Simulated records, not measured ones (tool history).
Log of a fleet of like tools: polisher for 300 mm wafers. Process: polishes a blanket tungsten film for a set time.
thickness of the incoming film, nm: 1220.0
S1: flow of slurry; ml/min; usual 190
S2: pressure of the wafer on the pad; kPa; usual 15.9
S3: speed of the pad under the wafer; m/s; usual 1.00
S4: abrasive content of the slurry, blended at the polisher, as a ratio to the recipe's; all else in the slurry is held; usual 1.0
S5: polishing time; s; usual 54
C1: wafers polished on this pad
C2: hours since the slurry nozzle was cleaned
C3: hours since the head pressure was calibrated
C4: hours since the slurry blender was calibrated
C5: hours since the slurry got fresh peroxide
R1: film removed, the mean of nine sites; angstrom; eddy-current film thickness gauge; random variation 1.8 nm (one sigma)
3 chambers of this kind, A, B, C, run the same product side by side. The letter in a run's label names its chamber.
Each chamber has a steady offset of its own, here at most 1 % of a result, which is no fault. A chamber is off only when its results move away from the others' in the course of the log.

| run | hour | S1 | S2 | S3 | S4 | S5 | C1 | C2 | C3 | C4 | C5 | R1 |
|---|---|---|---|---|---|---|---|---|---|---|---|---|
| 1C | 10.2 | 190 | 15.9 | 1.00 | 1.0 | 54 | 150 | 318.6 | 91.3 | 185.0 | 90.4 | 1288.80 |
|  | 10.6 | chamber B: slurry tank refilled with fresh slurry and peroxide |
| 2B | 19.4 | 190 | 15.9 | 1.00 | 1.0 | 54 | 405 | 44.4 | 760.5 | 381.5 | 8.8 | 1269.50 |
| 3A | 27.1 | 190 | 15.9 | 1.00 | 1.0 | 54 | 1275 | 93.1 | 1504.3 | 84.4 | 39.9 | 1281.70 |
|  | 30.8 | chamber B: head pressure recalibrated |
|  | 32.7 | chamber C: slurry tank refilled with fresh slurry and peroxide |
| 4B | 32.8 | 190 | 15.9 | 1.00 | 1.0 | 54 | 594 | 57.8 | 2.1 | 394.9 | 22.2 | 1273.00 |
| 5A | 37.8 | 190 | 11.0 | 1.00 | 1.0 | 54 | 1425 | 103.8 | 1515.0 | 95.1 | 50.6 | 892.29 |
|  | 38.5 | chamber A: slurry tank refilled with fresh slurry and peroxide |
|  | 39.3 | chamber B: worn pad replaced by a new one |
| 6C | 43.6 | 190 | 11.0 | 1.00 | 1.0 | 54 | 621 | 352.0 | 124.7 | 218.4 | 11.0 | 880.38 |
| 7A | 49.9 | 190 | 11.0 | 1.00 | 1.0 | 54 | 1596 | 115.9 | 1527.1 | 107.2 | 11.4 | 904.95 |
|  | 59.2 | chamber C: worn pad replaced by a new one |
| 8B | 60.1 | 190 | 15.9 | 1.00 | 1.0 | 54 | 294 | 85.1 | 29.4 | 422.2 | 49.5 | 1284.70 |
|  | 67.9 | chamber C: slurry blender recalibrated |
| 9C | 69.0 | 190 | 15.9 | 1.00 | 1.0 | 54 | 139 | 377.4 | 150.1 | 1.2 | 36.4 | 1280.40 |
| 10B | 77.3 | 190 | 15.9 | 1.00 | 1.0 | 54 | 537 | 102.3 | 46.6 | 439.4 | 66.7 | 1284.00 |
|  | 78.2 | chamber A: slurry blender recalibrated |
|  | 86.0 | chamber A: head pressure recalibrated |
|  | 87.5 | chamber B: slurry blender recalibrated |
| 11A | 87.6 | 190 | 15.9 | 0.76 | 1.0 | 54 | 2128 | 153.6 | 1.7 | 9.4 | 49.1 | 978.61 |
|  | 87.8 | chamber A: slurry tank refilled with fresh slurry and peroxide |
|  | 92.5 | chamber B: worn pad replaced by a new one |
| 12C | 93.7 | 190 | 15.9 | 0.76 | 1.0 | 54 | 487 | 402.1 | 174.8 | 25.9 | 61.1 | 973.07 |
| 13B | 102.3 | 190 | 15.9 | 0.76 | 1.0 | 54 | 139 | 127.3 | 71.6 | 14.9 | 91.7 | 955.47 |
|  | 108.6 | chamber C: worn pad replaced by a new one |
| 14C | 108.6 | 190 | 15.9 | 1.00 | 1.0 | 54 | 0 | 417.0 | 189.7 | 40.8 | 76.0 | 1283.80 |
| 15A | 114.9 | 190 | 15.9 | 1.00 | 1.0 | 54 | 2513 | 180.9 | 29.0 | 36.7 | 27.2 | 1272.80 |
| 16B | 123.9 | 190 | 15.9 | 1.00 | 1.0 | 54 | 444 | 148.9 | 93.2 | 36.5 | 113.3 | 1271.60 |
| 17C | 131.1 | 190 | 15.9 | 1.00 | 1.0 | 54 | 317 | 439.5 | 212.2 | 63.3 | 98.5 | 1277.00 |
|  | 134.0 | chamber A: slurry nozzle cleaned |
| 18A | 138.7 | 190 | 15.9 | 1.00 | 1.0 | 54 | 2849 | 4.8 | 52.8 | 60.5 | 51.0 | 1271.10 |
|  | 139.6 | chamber C: slurry tank refilled with fresh slurry and peroxide |
|  | 141.3 | chamber B: slurry tank refilled with fresh slurry and peroxide |
|  | 141.6 | chamber A: slurry tank refilled with fresh slurry and peroxide |
|  | 146.5 | chamber B: worn pad replaced by a new one |
| 19C | 147.5 | 155 | 20.7 | 1.00 | 1.0 | 54 | 548 | 455.9 | 228.6 | 79.7 | 7.9 | 1629.60 |
| 20A | 157.2 | 155 | 20.7 | 1.00 | 1.0 | 54 | 3110 | 23.3 | 71.3 | 79.0 | 15.6 | 1601.90 |
|  | 163.1 | chamber C: worn pad replaced by a new one |
| 21B | 167.6 | 155 | 20.7 | 1.00 | 1.0 | 54 | 298 | 192.6 | 136.9 | 80.2 | 26.4 | 1642.40 |
| 22A | 172.4 | 190 | 15.9 | 1.00 | 1.0 | 54 | 3324 | 38.5 | 86.5 | 94.2 | 30.8 | 1225.50 |
| 23B | 177.0 | 190 | 15.9 | 1.00 | 1.0 | 54 | 430 | 202.0 | 146.3 | 89.6 | 35.8 | 1263.80 |
| 24C | 184.3 | 190 | 15.9 | 1.00 | 1.0 | 54 | 299 | 492.7 | 265.4 | 116.5 | 44.7 | 1274.90 |
|  | 193.1 | chamber A: slurry blender recalibrated |
| 25B | 193.3 | 190 | 15.9 | 1.00 | 1.0 | 54 | 660 | 218.3 | 162.6 | 105.9 | 52.1 | 1222.90 |
|  | 199.7 | chamber A: slurry tank refilled with fresh slurry and peroxide |
| 26C | 200.6 | 190 | 15.9 | 0.78 | 0.9 | 54 | 529 | 509.0 | 281.7 | 132.8 | 61.0 | 987.31 |
|  | 202.0 | chamber B: worn pad replaced by a new one |
| 27A | 207.9 | 190 | 15.9 | 0.78 | 0.9 | 54 | 3825 | 74.0 | 122.0 | 14.9 | 8.3 | 910.11 |
| 28C | 213.6 | 190 | 15.9 | 0.78 | 0.9 | 54 | 712 | 522.0 | 294.7 | 145.8 | 74.0 | 996.79 |
|  | 221.1 | chamber C: worn pad replaced by a new one |
| 29A | 223.3 | 190 | 15.9 | 1.00 | 1.0 | 54 | 4042 | 89.4 | 137.4 | 30.3 | 23.7 | 1191.80 |
|  | 228.4 | chamber B: slurry nozzle cleaned |
| 30B | 233.3 | 190 | 15.9 | 1.00 | 1.0 | 54 | 441 | 4.9 | 202.6 | 145.9 | 92.1 | 1262.00 |
| 31C | 243.2 | 190 | 15.9 | 1.00 | 1.0 | 54 | 312 | 551.6 | 324.3 | 175.4 | 103.6 | 1282.20 |
|  | 245.9 | chamber A: slurry tank refilled with fresh slurry and peroxide |
|  | 248.0 | chamber B: worn pad replaced by a new one |
| 32A | 249.3 | 190 | 15.9 | 1.00 | 1.0 | 54 | 4409 | 115.4 | 163.4 | 56.3 | 3.5 | 1175.30 |
| 33B | 254.3 | 190 | 15.9 | 1.00 | 1.0 | 54 | 89 | 25.9 | 223.6 | 166.9 | 113.1 | 1305.70 |
| 34B | 260.1 | 190 | 15.9 | 1.00 | 1.0 | 54 | 171 | 31.7 | 229.4 | 172.7 | 118.9 | 1273.30 |

What goes on in this fleet: one chamber off, a drifting gauge, or nothing beyond the chambers' own small offsets? Name the chamber and the cause, if any.

Chamber A drifts away from the others.
Cause: removal rate lost through wear of the pad, % = 10.1.
The log may not tell that from: head's pressure below its setpoint, %.

Here are 4 candidates for chamber A's next run, each the usual settings with a change, their results left as question marks. Which one brings its results back in line with what the others give on the usual settings?
In line means no further than this from the other chambers' mean on the usual settings: R1 60.00 angstrom
| 35A-1 | 267.8 | 190 | 16.5 | 1.00 | 1.0 | 56 |  |  |  |  |  | ? |
| 35A-2 | 267.8 | 190 | 17.2 | 1.00 | 1.0 | 59 |  |  |  |  |  | ? |
| 35A-3 | 267.8 | 190 | 15.9 | 0.96 | 1.0 | 52 |  |  |  |  |  | ? |
| 35A-4 | 267.8 | 190 | 14.5 | 1.00 | 1.0 | 50 |  |  |  |  |  | ? |

The other chambers' mean on the usual settings: R1 1267.70 angstrom
| run | R1 |
|---|---|
| 35A-1 | 1257.00 |
| 35A-2 | 1380.40 |
| 35A-3 | 1072.50 |
| 35A-4 | 980.05 |
35A-1 brings the chamber back in line.

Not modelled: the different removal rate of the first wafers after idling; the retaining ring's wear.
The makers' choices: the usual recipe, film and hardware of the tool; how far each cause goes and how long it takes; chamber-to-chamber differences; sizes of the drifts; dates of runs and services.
